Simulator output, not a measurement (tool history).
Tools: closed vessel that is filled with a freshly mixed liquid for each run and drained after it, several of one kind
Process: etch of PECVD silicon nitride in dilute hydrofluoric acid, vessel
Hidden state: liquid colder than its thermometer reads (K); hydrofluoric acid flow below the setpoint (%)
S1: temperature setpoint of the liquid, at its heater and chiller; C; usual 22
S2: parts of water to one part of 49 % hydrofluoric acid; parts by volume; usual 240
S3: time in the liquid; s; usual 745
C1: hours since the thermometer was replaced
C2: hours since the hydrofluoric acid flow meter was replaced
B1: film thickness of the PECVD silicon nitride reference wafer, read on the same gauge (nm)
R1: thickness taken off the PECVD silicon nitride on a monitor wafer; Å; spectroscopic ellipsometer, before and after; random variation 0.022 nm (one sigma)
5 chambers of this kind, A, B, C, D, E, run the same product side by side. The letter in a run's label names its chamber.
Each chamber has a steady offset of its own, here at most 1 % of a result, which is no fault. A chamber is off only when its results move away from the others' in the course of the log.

run    day  S1   S2   S3      C1     C2      B1      R1
 1C  0.171  22  240  745     572  257.7  59.988  47.151
 2D  0.417  22  240  745     314    403   60.01  47.361
 3A  0.583  22  240  745  1114.4  687.5  59.987  46.701
 4E  0.767  22  240  745   892.3    689  59.998  47.297
 5B  0.917  22  240  745   191.3    132  59.978  46.796
 6A  1.054  22  240  745  1125.7  698.8  60.028  47.117
 7E  1.254  22  240  745     904  700.7  59.989  46.908
 8B  1.438  22  240  745   203.8  144.5  60.009  47.316
 9C  1.683  22  240  745   608.3    294  60.001   46.77
10D  1.846  22  170  745   348.3  437.3  59.972  66.498
11B  2.067  22  170  745   218.9  159.6  60.017  66.114
12E  2.246  22  170  745   927.8  724.5  60.032  65.841
13C    2.4  22  170  745   625.5  311.2  60.002  65.555
14D  2.567  22  170  745   365.6  454.6  59.985  65.685
15A  2.725  22  240  745  1165.8  738.9  59.999  46.899
16E  2.967  22  240  745   945.1  741.8  59.991  47.162
17A  3.129  22  240  745  1175.5  748.6  59.984  47.033
18C  3.375  22  240  745   648.9  334.6  60.025  46.282
19B  3.583  22  240  745   255.3    196  60.017  47.558
20D  3.762  22  240  745   394.3  483.3  59.995  45.353
21A  3.958  22  240  745  1195.4  768.5  60.026  46.566
22D  4.196  22  240  745   404.7  493.7  60.016  45.745
23E  4.317  22  240  745   977.5  774.2  59.968  47.074
24B  4.467  25  240  935   276.5  217.2  60.002  72.006
25C  4.658  25  240  935   679.7  365.4  60.043  71.239
26A  4.771  25  240  935  1214.9    788  60.011  71.191
27D   4.95  25  240  935   422.8  511.8  60.035   67.59
28B  5.071  25  240  935     291  231.7  60.008  71.757
29E  5.229  22  240  745   999.4  796.1  60.026  47.262
30C  5.471  22  240  745   699.2  384.9  60.069  46.979
31A  5.642  22  240  745  1235.8  808.9  59.983  47.057

Is one chamber off against the others, does the gauge drift, or is nothing wrong? If a chamber is off, say which, and what the likeliest cause is.

Chamber D drifts away from the others.
Cause: hydrofluoric acid flow below the setpoint (%) = 6.61.
The log may not tell that from: liquid colder than its thermometer reads (K).

Here are 4 candidates for chamber D's next run, each the usual settings with a change, their results left as question marks. Which one brings its results back in line with what the others give on the usual settings?
In line means no further than this from the other chambers' mean on the usual settings: R1 0.76 Å
32D-1  5.821    22  240  695               ?
32D-2  5.821  21.5  265  745               ?
32D-3  5.821    23  240  745               ?
32D-4  5.821  22.5  240  820               ?

The other chambers' mean on the usual settings: R1 47.04 Å
  run      R1
32D-1  41.067
32D-2  38.687
32D-3  46.906
32D-4  50.004
32D-3 brings the chamber back in line.
